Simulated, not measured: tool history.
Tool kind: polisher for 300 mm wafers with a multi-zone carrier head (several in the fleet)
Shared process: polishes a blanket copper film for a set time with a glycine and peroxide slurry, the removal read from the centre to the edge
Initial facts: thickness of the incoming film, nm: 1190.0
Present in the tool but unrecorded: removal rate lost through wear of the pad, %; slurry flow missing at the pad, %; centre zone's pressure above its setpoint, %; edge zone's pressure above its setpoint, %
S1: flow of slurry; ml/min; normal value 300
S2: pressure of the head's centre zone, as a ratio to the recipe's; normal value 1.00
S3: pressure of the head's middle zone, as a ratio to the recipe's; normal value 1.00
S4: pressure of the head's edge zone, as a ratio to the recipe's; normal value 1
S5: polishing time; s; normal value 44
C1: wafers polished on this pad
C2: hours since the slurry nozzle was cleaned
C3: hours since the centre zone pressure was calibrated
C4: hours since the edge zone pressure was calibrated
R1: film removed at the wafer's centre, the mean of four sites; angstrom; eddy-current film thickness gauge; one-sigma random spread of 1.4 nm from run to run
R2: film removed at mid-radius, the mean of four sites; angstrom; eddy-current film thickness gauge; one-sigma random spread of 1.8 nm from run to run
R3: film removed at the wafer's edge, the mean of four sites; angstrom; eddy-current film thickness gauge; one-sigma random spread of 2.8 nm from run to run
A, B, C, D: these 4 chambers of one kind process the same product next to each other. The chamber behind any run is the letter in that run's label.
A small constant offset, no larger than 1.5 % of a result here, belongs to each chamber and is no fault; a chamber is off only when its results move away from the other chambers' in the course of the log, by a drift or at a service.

run     day   S1    S2    S3  S4  S5    C1     C2      C3     C4      R1      R2      R3
 1B   0.379  300  1.00  1.00   1  44   677  403.3   569.1  280.4  1864.5  1830.8  1820.3
      0.625  -- chamber C: worn pad replaced by a new one
 2D   1.000  300  1.00  1.00   1  44  1078  657.9   126.1   64.0  1838.3  1844.5  1852.4
 3C   1.592  300  1.00  1.00   1  44   316  374.3   172.7  531.6  1847.8  1855.7  1814.9
 4A   1.983  300  1.00  1.00   1  44   892  112.5   268.5  385.3  1883.9  1861.8  1814.9
      2.304  -- chamber B: worn pad replaced by a new one
 5A   2.375  300  1.00  1.00   1  44  1020  121.9   277.9  394.7  1867.8  1846.4  1825.9
      2.662  -- chamber A: worn pad replaced by a new one
 6C   2.729  300  1.05  1.00   1  44   688  401.6   200.0  558.9  1937.1  1833.6  1823.9
      2.883  -- chamber C: edge zone pressure recalibrated
 7B   3.333  300  1.05  1.00   1  44   336  474.2   640.0  351.3  1978.6  1863.0  1829.8
 8D   3.662  300  1.05  1.00   1  44  1947  721.8   190.0  127.9  1940.2  1859.4  1828.3
 9B   4.208  300  1.05  1.00   1  44   622  495.2   661.0  372.3  1974.0  1857.4  1816.3
10A   4.529  300  1.00  1.00   1  44   610  173.6   329.6  446.4  1852.3  1833.3  1819.9
      4.846  -- chamber C: slurry nozzle cleaned
      4.888  -- chamber C: worn pad replaced by a new one
11C   5.000  300  1.00  1.00   1  44    37    3.8   254.5   50.9  1868.2  1863.3  1864.4
12D   5.317  300  1.00  1.00   1  44  2488  761.5   229.7  167.6  1839.5  1843.9  1843.4
13B   5.825  300  1.00  1.00   1  44  1151  534.0   699.8  411.1  1867.2  1807.2  1794.6
      5.975  -- chamber D: slurry nozzle cleaned
      6.242  -- chamber B: worn pad replaced by a new one
14A   6.429  300  1.00  1.00   1  44  1230  219.2   375.2  492.0  1878.8  1873.8  1841.3
      6.638  -- chamber A: worn pad replaced by a new one
15D   6.775  300  1.00  1.00   1  44  2964   19.2   264.7  202.6  1822.7  1859.8  1898.2
      6.946  -- chamber D: centre zone pressure recalibrated
16C   7.104  300  1.00  1.00   1  44   725   54.3   305.0  101.4  1830.2  1852.8  1817.3
17A   7.525  300  1.00  1.00   1  44   290  245.5   401.5  518.3  1884.6  1847.1  1841.3
18B   7.971  300  1.00  1.00   1  44   565  585.5   751.3  462.6  1854.4  1830.5  1886.4
19D   8.346  300  1.00  1.00   1  44  3477   56.9    33.6  240.3  1854.0  1867.1  1851.8
      8.379  -- chamber C: worn pad replaced by a new one
20C   8.829  300  1.00  1.00   1  44   147   95.7   346.4  142.8  1863.3  1848.6  1827.3
21D   9.317  300  0.94  1.00   1  44  3795   80.2    56.9  263.6  1691.7  1873.1  1845.1
      9.625  -- chamber A: edge zone pressure recalibrated
22C   9.721  300  0.94  1.00   1  44   439  117.1   367.8  164.2  1739.8  1848.6  1818.3
     10.171  -- chamber B: edge zone pressure recalibrated
23A  10.179  300  0.94  1.00   1  44  1157  309.2   465.2   13.4  1735.4  1865.9  1809.3
24B  10.521  300  0.94  1.00   1  44  1398  646.7   812.5    8.4  1726.4  1812.3  1812.8
     10.729  -- chamber B: worn pad replaced by a new one
25C  11.025  300  1.00  1.00   1  44   865  148.4   399.1  195.5  1850.9  1884.1  1798.0
     11.100  -- chamber A: worn pad replaced by a new one
26B  11.408  300  1.00  1.00   1  44   221  668.0   833.8   29.7  1867.2  1852.1  1888.6
27A  11.729  300  1.00  1.00   1  44   206  346.4   502.4   50.6  1868.5  1863.8  1809.2
28D  12.175  300  1.00  1.00   1  44  4728  148.8   125.5  332.2  1796.1  1772.7  1841.8
29D  12.767  300  1.00  1.00   1  44  4922  163.0   139.7  346.4  1798.1  1784.4  1847.2
     12.804  -- chamber C: worn pad replaced by a new one
30A  13.346  300  1.00  1.00   1  44   734  385.2   541.2   89.4  1863.6  1872.7  1786.5
     13.533  -- chamber C: centre zone pressure recalibrated
31C  13.671  300  1.00  1.00   1  44   283  211.9     3.3  259.0  1828.2  1862.1  1825.4
     14.229  -- chamber B: worn pad replaced by a new one
32B  14.246  300  1.00  1.00   1  44     5  736.1   901.9   97.8  1871.8  1800.5  1796.7
33A  14.579  215  1.00  1.00   1  44  1137  414.8   570.8  119.0  1808.0  1786.0  1805.7
34C  14.929  215  1.00  1.00   1  44   694  242.1    33.5  289.2  1768.1  1759.3  1782.1
35D  15.267  215  1.00  1.00   1  44  5739  223.0   199.7  406.4  1701.4  1715.2  1699.8
     15.488  -- chamber A: worn pad replaced by a new one
36B  15.900  215  1.00  1.00   1  44   546  775.8   941.6  137.5  1797.9  1760.7  1780.3
37D  16.329  300  1.00  1.00   1  44  6086  248.5   225.2  431.9  1753.9  1755.8  1748.5
38C  16.742  300  1.00  1.09   1  44  1286  285.6    77.0  332.7  1825.3  1968.8  1830.5
     16.767  -- chamber C: worn pad replaced by a new one
39A  17.325  300  1.00  1.09   1  44   600  480.7   636.7  184.9  1884.8  2020.0  1745.9
     17.612  -- chamber B: worn pad replaced by a new one
40B  17.662  300  1.00  1.09   1  44    17  818.1   983.9  179.8  1853.8  1984.6  1870.2
41A  18.196  300  1.00  1.09   1  44   885  501.6   657.6  205.8  1876.2  2019.7  1826.7
42B  18.758  300  1.00  1.00   1  44   375  844.4  1010.2  206.1  1851.1  1834.2  1838.8
43D  19.188  300  1.00  0.93   1  35  7019  317.1   293.8  500.5  1382.6  1262.3  1368.9
44C  19.729  300  1.00  0.93   1  35   968  357.3   148.7  404.4  1477.8  1370.5  1457.3

Next, every chamber runs the same settings. What will each give?
45A  20.196  300  1.00  1.00   1  31                   ?   ?   ?
45B  20.196  300  1.00  1.00   1  31                   ?   ?   ?
45C  20.196  300  1.00  1.00   1  31                   ?   ?   ?
45D  20.196  300  1.00  1.00   1  31                   ?   ?   ?

run      R1      R2      R3
45A  1311.8  1298.4  1251.1
45B  1301.6  1290.0  1295.7
45C  1303.2  1293.3  1301.2
45D  1208.6  1228.2  1218.6
